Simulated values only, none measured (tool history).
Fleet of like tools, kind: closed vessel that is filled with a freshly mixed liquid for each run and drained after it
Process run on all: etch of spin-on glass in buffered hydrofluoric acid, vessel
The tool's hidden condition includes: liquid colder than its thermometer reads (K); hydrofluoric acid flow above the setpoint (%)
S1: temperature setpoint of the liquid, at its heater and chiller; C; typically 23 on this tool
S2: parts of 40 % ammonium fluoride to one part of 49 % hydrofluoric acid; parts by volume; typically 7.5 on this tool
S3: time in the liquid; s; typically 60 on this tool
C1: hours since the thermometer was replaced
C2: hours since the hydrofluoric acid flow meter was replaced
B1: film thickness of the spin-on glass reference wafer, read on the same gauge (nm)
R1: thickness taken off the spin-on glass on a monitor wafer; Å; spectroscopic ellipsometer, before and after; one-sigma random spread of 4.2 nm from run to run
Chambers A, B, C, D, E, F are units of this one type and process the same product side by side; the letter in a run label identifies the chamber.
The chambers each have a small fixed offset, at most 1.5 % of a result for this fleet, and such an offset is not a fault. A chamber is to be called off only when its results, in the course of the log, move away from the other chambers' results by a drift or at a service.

run	day	S1	S2	S3	C1	C2	B1	R1
1D	0.158	23	7.5	60	1008.5	394.4	110.03	4331.6
2E	0.338	23	7.5	60	302.2	1430	109.99	4395.7
3A	0.5	23	7.5	60	479.7	250.7	110.01	4382.9
4C	0.596	23	7.5	60	1302.4	871.7	110.01	4399.9
5B	0.746	23	7.5	60	1417.5	1276	110.01	4389.4
6F	0.938	23	9.5	90	606	1089.7	110.04	5193.7
7B	1.079	23	9.5	90	1425.5	1284	110.02	5239.9
8A	1.238	23	9.5	90	497.4	268.4	109.97	5154.7
9C	1.408	23	9.5	90	1321.9	891.2	109.99	5152.5
10E	1.525	23	9.5	90	330.7	1458.5	110.03	5279.5
11F	1.692	23	9.5	90	624.1	1107.8	110.02	5256.1
12D	1.821	23	7.5	60	1048.4	434.3	110.01	4367.7
13A	1.988	23	7.5	60	515.4	286.4	110.02	4392.9
14C	2.188	23	7.5	60	1340.6	909.9	110.03	4337.3
15B	2.375	23	7.5	60	1456.6	1315.1	110.01	4361
16E	2.571	23	7.5	60	355.8	1483.6	110.04	4447.8
17D	2.692	23	7.5	60	1069.3	455.2	110.04	4349.7
18F	2.846	23	7.5	60	651.8	1135.5	110.04	4390
19F	2.996	23	7.5	35	655.4	1139.1	110.01	2570.4
20B	3.108	23	7.5	35	1474.2	1332.7	110.06	2566.9
21C	3.246	23	7.5	35	1366	935.3	110	2555.1
22A	3.425	23	7.5	35	549.9	320.9	110	2557.7
# day 3.504: chamber B: thermometer replaced
23D	3.512	23	7.5	35	1089	474.9	109.98	2532.1
24E	3.621	23	7.5	35	381	1508.8	110	2642.1
25D	3.788	23	7.5	60	1095.6	481.5	110.04	4393.3
26F	3.938	23	7.5	60	678	1161.7	110	4384.2
27E	4.104	23	7.5	60	392.6	1520.4	110.01	4527.9
28A	4.267	23	7.5	60	570.1	341.1	110	4385.1
29B	4.367	23	7.5	60	20.8	1362.9	109.94	4297.8
30C	4.558	23	7.5	60	1397.5	966.8	110.01	4466.6
31F	4.712	23	7.5	60	696.6	1180.3	110.04	4447.7
32E	4.829	23	7.5	60	410	1537.8	109.98	4477.4
33A	5.008	23	7.5	60	587.9	358.9	109.98	4354
34C	5.196	23	7.5	60	1412.8	982.1	110.02	4327.1
35B	5.346	23	7.5	60	44.3	1386.4	109.98	4391.1
36D	5.55	23	7.5	60	1137.9	523.8	109.99	4396.8
37D	5.688	23	7.5	60	1141.2	527.1	110.02	4363.4
38E	5.875	23	7.5	60	435.1	1562.9	110.03	4425.4
39B	6.058	23	7.5	60	61.4	1403.5	110	4394.1
40C	6.154	23	7.5	60	1435.8	1005.1	109.96	4402.8
41A	6.354	23	7.5	60	620.2	391.2	109.97	4358.1

Is one chamber off against the others, does the gauge drift, or is nothing wrong? If a chamber is off, say which, and what the likeliest cause is.

The fleet is healthy, with each chamber sitting at its usual small offset and no drift in the gauge.
